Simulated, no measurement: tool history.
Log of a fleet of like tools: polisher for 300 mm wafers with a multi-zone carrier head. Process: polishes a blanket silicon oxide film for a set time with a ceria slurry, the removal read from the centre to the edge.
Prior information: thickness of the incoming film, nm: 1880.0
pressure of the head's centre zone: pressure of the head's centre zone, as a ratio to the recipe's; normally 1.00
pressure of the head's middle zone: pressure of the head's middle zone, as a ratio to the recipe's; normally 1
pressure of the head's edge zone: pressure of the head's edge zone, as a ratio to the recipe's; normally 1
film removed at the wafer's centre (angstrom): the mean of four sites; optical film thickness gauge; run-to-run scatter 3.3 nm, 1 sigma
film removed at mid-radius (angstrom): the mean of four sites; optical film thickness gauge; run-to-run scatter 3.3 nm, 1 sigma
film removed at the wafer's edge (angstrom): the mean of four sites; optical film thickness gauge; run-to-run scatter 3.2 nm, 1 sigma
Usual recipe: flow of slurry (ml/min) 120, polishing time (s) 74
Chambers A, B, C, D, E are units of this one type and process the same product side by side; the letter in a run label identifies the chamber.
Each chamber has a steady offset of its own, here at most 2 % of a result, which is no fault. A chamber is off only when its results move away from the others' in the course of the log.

| run | hour | flow of slurry (ml/min) | pressure of the head's centre zone | pressure of the head's middle zone | pressure of the head's edge zone | polishing time (s) | wafers polished on this pad | hours since the slurry nozzle was cleaned | hours since the centre zone pressure was calibrated | hours since the edge zone pressure was calibrated | film removed at the wafer's centre (angstrom) | film removed at mid-radius (angstrom) | film removed at the wafer's edge (angstrom) |
|---|---|---|---|---|---|---|---|---|---|---|---|---|---|
|  | 3.9 | chamber E: worn pad replaced by a new one |
| 1E | 5.3 | 120 | 1.00 | 1 | 1 | 74 | 8 | 478.9 | 594.4 | 681.7 | 2580.6 | 2505.9 | 2552.6 |
| 2A | 8.9 | 120 | 1.00 | 1 | 1 | 74 | 590 | 56.2 | 802.0 | 328.0 | 2490.3 | 2562.2 | 2499.4 |
|  | 12.0 | chamber B: worn pad replaced by a new one |
| 3B | 13.5 | 120 | 1.00 | 1 | 1 | 74 | 8 | 212.9 | 749.7 | 345.4 | 2554.3 | 2585.0 | 2542.1 |
| 4D | 19.5 | 120 | 1.00 | 1 | 1 | 74 | 896 | 289.2 | 245.3 | 1046.2 | 2493.6 | 2539.7 | 2557.3 |
|  | 21.3 | chamber E: edge zone pressure recalibrated |
| 5C | 23.9 | 120 | 1.00 | 1 | 1 | 74 | 752 | 146.6 | 662.2 | 584.3 | 2615.3 | 2521.3 | 2591.3 |
| 6D | 27.8 | 120 | 1.00 | 1 | 1 | 74 | 944 | 297.5 | 253.6 | 1054.5 | 2519.5 | 2531.0 | 2533.0 |
|  | 31.5 | chamber C: worn pad replaced by a new one |
| 7B | 34.1 | 120 | 1.00 | 1 | 1 | 74 | 127 | 233.5 | 770.3 | 366.0 | 2493.5 | 2606.1 | 2508.5 |
| 8A | 41.1 | 120 | 1.00 | 1 | 1 | 74 | 776 | 88.4 | 834.2 | 360.2 | 2521.1 | 2542.6 | 2536.7 |
|  | 45.3 | chamber D: worn pad replaced by a new one |
| 9E | 47.9 | 120 | 1.00 | 1 | 1 | 74 | 253 | 521.5 | 637.0 | 26.6 | 2505.3 | 2515.9 | 2526.8 |
| 10C | 52.8 | 120 | 1.00 | 1 | 1 | 74 | 122 | 175.5 | 691.1 | 613.2 | 2591.3 | 2525.2 | 2585.8 |
| 11A | 56.9 | 120 | 1.00 | 1 | 1 | 74 | 867 | 104.2 | 850.0 | 376.0 | 2530.4 | 2534.6 | 2513.1 |
| 12C | 60.5 | 120 | 1.00 | 1 | 1 | 74 | 167 | 183.2 | 698.8 | 620.9 | 2590.7 | 2579.2 | 2591.6 |
| 13E | 66.0 | 120 | 1.00 | 1 | 1 | 74 | 358 | 539.6 | 655.1 | 44.7 | 2529.2 | 2596.4 | 2538.6 |
| 14B | 72.7 | 120 | 1.00 | 1 | 1 | 74 | 350 | 272.1 | 808.9 | 404.6 | 2494.7 | 2531.3 | 2572.4 |
| 15D | 80.0 | 120 | 1.00 | 1 | 1 | 74 | 200 | 349.7 | 305.8 | 1106.7 | 2474.8 | 2520.1 | 2517.5 |
| 16D | 84.2 | 120 | 1.00 | 1 | 1 | 74 | 224 | 353.9 | 310.0 | 1110.9 | 2548.7 | 2590.1 | 2521.1 |
| 17A | 90.0 | 155 | 1.00 | 1 | 1 | 74 | 1058 | 137.3 | 883.1 | 409.1 | 2689.9 | 2625.6 | 2670.2 |
| 18B | 95.2 | 155 | 1.00 | 1 | 1 | 74 | 480 | 294.6 | 831.4 | 427.1 | 2599.4 | 2703.8 | 2663.4 |
| 19C | 99.5 | 155 | 1.00 | 1 | 1 | 74 | 392 | 222.2 | 737.8 | 659.9 | 2765.6 | 2656.2 | 2736.2 |
| 20E | 106.1 | 155 | 1.00 | 1 | 1 | 74 | 589 | 579.7 | 695.2 | 84.8 | 2615.8 | 2647.5 | 2567.4 |
| 21E | 109.8 | 155 | 1.00 | 1 | 1 | 74 | 611 | 583.4 | 698.9 | 88.5 | 2587.9 | 2601.8 | 2604.5 |
| 22D | 116.2 | 120 | 1.00 | 1 | 1 | 74 | 409 | 385.9 | 342.0 | 1142.9 | 2454.5 | 2564.9 | 2534.4 |
| 23A | 123.4 | 120 | 1.00 | 1 | 1 | 74 | 1251 | 170.7 | 916.5 | 442.5 | 2556.0 | 2547.3 | 2501.2 |
|  | 126.3 | chamber B: centre zone pressure recalibrated |
| 24B | 126.8 | 120 | 1.00 | 1 | 1 | 74 | 662 | 326.2 | 0.6 | 458.7 | 2528.0 | 2589.9 | 2574.7 |
|  | 128.2 | chamber E: worn pad replaced by a new one |
|  | 129.9 | chamber A: worn pad replaced by a new one |
| 25C | 131.1 | 120 | 1.00 | 1 | 1 | 74 | 574 | 253.8 | 769.4 | 691.5 | 2547.8 | 2629.5 | 2631.7 |
|  | 136.0 | chamber C: slurry nozzle cleaned |
| 26A | 136.5 | 120 | 1.00 | 1 | 1 | 74 | 38 | 183.8 | 929.6 | 455.6 | 2534.2 | 2574.0 | 2515.2 |
| 27D | 141.6 | 120 | 1.00 | 1 | 1 | 74 | 556 | 411.3 | 367.4 | 1168.3 | 2534.2 | 2543.9 | 2555.6 |
| 28E | 148.2 | 120 | 1.00 | 1 | 1 | 74 | 115 | 621.8 | 737.3 | 126.9 | 2323.2 | 2376.7 | 2418.1 |
| 29C | 156.0 | 120 | 1.00 | 1 | 1 | 74 | 718 | 20.1 | 794.3 | 716.4 | 2554.9 | 2474.3 | 2556.5 |
| 30B | 160.7 | 120 | 1.00 | 1 | 1 | 74 | 858 | 360.1 | 34.5 | 492.6 | 2485.3 | 2546.5 | 2482.0 |
| 31E | 165.5 | 120 | 1.00 | 1 | 1 | 74 | 215 | 639.1 | 754.6 | 144.2 | 2230.2 | 2267.0 | 2384.3 |
| 32A | 169.0 | 120 | 1.00 | 1 | 1 | 74 | 226 | 216.3 | 962.1 | 488.1 | 2560.8 | 2533.9 | 2470.6 |

Is one chamber out of step, is the gauge drifting, or do the chambers differ by no more than their own small offsets? For an off chamber, give its letter and the likeliest cause.

It is chamber E that slowly wanders off from its peers.
Likeliest cause: slurry flow missing at the pad, % = 35.1.

Here are 4 candidates for chamber E's next run, each the usual settings with a change, their results left as question marks. Which one brings its results back in line with what the others give on the usual settings?
In-line tolerance around the mean of the other chambers on the usual settings: film removed at the wafer's centre (angstrom) 110.0; film removed at mid-radius (angstrom) 120.0; film removed at the wafer's edge (angstrom) 110.0
| 33E-1 | 174.6 | 130 | 1.03 | 1.02 | 0.98 | 79 |  |  |  |  | ? | ? | ? |
| 33E-2 | 174.6 | 125 | 1.01 | 1.01 | 0.99 | 76 |  |  |  |  | ? | ? | ? |
| 33E-3 | 174.6 | 110 | 0.97 | 0.98 | 1.02 | 69 |  |  |  |  | ? | ? | ? |
| 33E-4 | 174.6 | 115 | 0.99 | 0.99 | 1.01 | 72 |  |  |  |  | ? | ? | ? |

Average result of the remaining chambers running the usual settings: film removed at the wafer's centre (angstrom) 2538.3; film removed at mid-radius (angstrom) 2548.8; film removed at the wafer's edge (angstrom) 2543.6
| run | film removed at the wafer's centre (angstrom) | film removed at mid-radius (angstrom) | film removed at the wafer's edge (angstrom) |
|---|---|---|---|
| 33E-1 | 2517.7 | 2548.4 | 2566.1 |
| 33E-2 | 2335.8 | 2399.1 | 2461.7 |
| 33E-3 | 1924.1 | 2026.2 | 2207.3 |
| 33E-4 | 2092.8 | 2168.6 | 2314.5 |
The answer is 33E-1, which returns the chamber to within the allowed miss of the others.
